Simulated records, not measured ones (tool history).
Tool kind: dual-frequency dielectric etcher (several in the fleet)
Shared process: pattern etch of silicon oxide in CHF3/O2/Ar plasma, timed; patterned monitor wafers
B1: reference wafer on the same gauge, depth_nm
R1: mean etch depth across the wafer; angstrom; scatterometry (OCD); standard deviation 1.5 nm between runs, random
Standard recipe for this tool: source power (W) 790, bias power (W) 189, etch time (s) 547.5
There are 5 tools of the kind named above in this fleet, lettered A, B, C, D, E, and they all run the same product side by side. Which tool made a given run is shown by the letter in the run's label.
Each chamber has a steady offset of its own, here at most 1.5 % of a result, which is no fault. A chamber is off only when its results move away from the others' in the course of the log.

Run 1D, hour 6.4: usual settings; B1 1459.8. Result: R1 12274 angstrom.
Run 2E, hour 12.6: usual settings; B1 1459.4. Result: R1 12068 angstrom.
Run 3C, hour 21.5: usual settings; B1 1459.6. Result: R1 12231 angstrom.
Run 4B, hour 29.8: usual settings; B1 1459.3. Result: R1 12279 angstrom.
Run 5A, hour 38.7: usual settings; B1 1458.7. Result: R1 12208 angstrom.
Run 6C, hour 48.5: usual settings; B1 1459.1. Result: R1 12272 angstrom.
Run 7A, hour 58.5: usual settings; B1 1458.6. Result: R1 12198 angstrom.
At hour 65.8: chamber A: wet clean of the chamber.
Run 8D, hour 67.5: usual settings but bias power (W) 169; B1 1458.5. Result: R1 11827 angstrom.
Run 9E, hour 77: usual settings but bias power (W) 169; B1 1458. Result: R1 11598 angstrom.
Run 10B, hour 84.4: usual settings but bias power (W) 169; B1 1457.9. Result: R1 11811 angstrom.
Run 11C, hour 91.7: usual settings but bias power (W) 169; B1 1457.6. Result: R1 11806 angstrom.
Run 12E, hour 96.6: usual settings but bias power (W) 169; B1 1457.6. Result: R1 11638 angstrom.
Run 13A, hour 103.2: usual settings but source power (W) 630; B1 1457.1. Result: R1 11178 angstrom.
Run 14B, hour 109.7: usual settings but source power (W) 630; B1 1457. Result: R1 11216 angstrom.
Run 15D, hour 117.7: usual settings but source power (W) 630; B1 1457.1. Result: R1 11210 angstrom.
Run 16E, hour 122.5: usual settings but source power (W) 630; B1 1457.1. Result: R1 11006 angstrom.
Run 17C, hour 131.8: usual settings but source power (W) 630; B1 1456.7. Result: R1 11224 angstrom.
Run 18A, hour 137.6: usual settings; B1 1456.2. Result: R1 12197 angstrom.
At hour 140.2: chamber E: wet clean of the chamber.
Run 19B, hour 145.5: usual settings; B1 1455.9. Result: R1 12232 angstrom.
Run 20D, hour 150.8: usual settings; B1 1456. Result: R1 12253 angstrom.
Run 21E, hour 156.9: usual settings; B1 1456. Result: R1 12043 angstrom.
Run 22D, hour 167.6: usual settings; B1 1455.9. Result: R1 12234 angstrom.
Run 23C, hour 176.5: usual settings; B1 1455.2. Result: R1 12225 angstrom.
Run 24B, hour 184.6: usual settings; B1 1455. Result: R1 12228 angstrom.
Run 25A, hour 190.5: usual settings but source power (W) 610, bias power (W) 234; B1 1454.6. Result: R1 11870 angstrom.
Run 26A, hour 200.4: usual settings but source power (W) 610, bias power (W) 234; B1 1454.5. Result: R1 11867 angstrom.
Run 27E, hour 208.1: usual settings but source power (W) 610, bias power (W) 234; B1 1454.6. Result: R1 11690 angstrom.
Run 28C, hour 217.6: usual settings but source power (W) 610, bias power (W) 234; B1 1454.5. Result: R1 11903 angstrom.
Run 29D, hour 227.2: usual settings but source power (W) 610, bias power (W) 234; B1 1453.7. Result: R1 11903 angstrom.
Run 30B, hour 234.1: usual settings; B1 1453.7. Result: R1 12229 angstrom.
Run 31C, hour 239.6: usual settings; B1 1453.9. Result: R1 12211 angstrom.
Run 32A, hour 244.9: usual settings; B1 1453.4. Result: R1 12187 angstrom.
Run 33D, hour 252.8: usual settings but source power (W) 670, bias power (W) 231; B1 1453. Result: R1 12260 angstrom.
Run 34E, hour 260: usual settings but source power (W) 670, bias power (W) 231; B1 1453.5. Result: R1 12060 angstrom.

What goes on in this fleet: one chamber off, a drifting gauge, or nothing beyond the chambers' own small offsets? Name the chamber and the cause, if any.

Every chamber seems to shift together because the gauge that measures them all drifts; the chambers themselves are fine.
What lies behind it: gauge reads low (%) = 0.49.
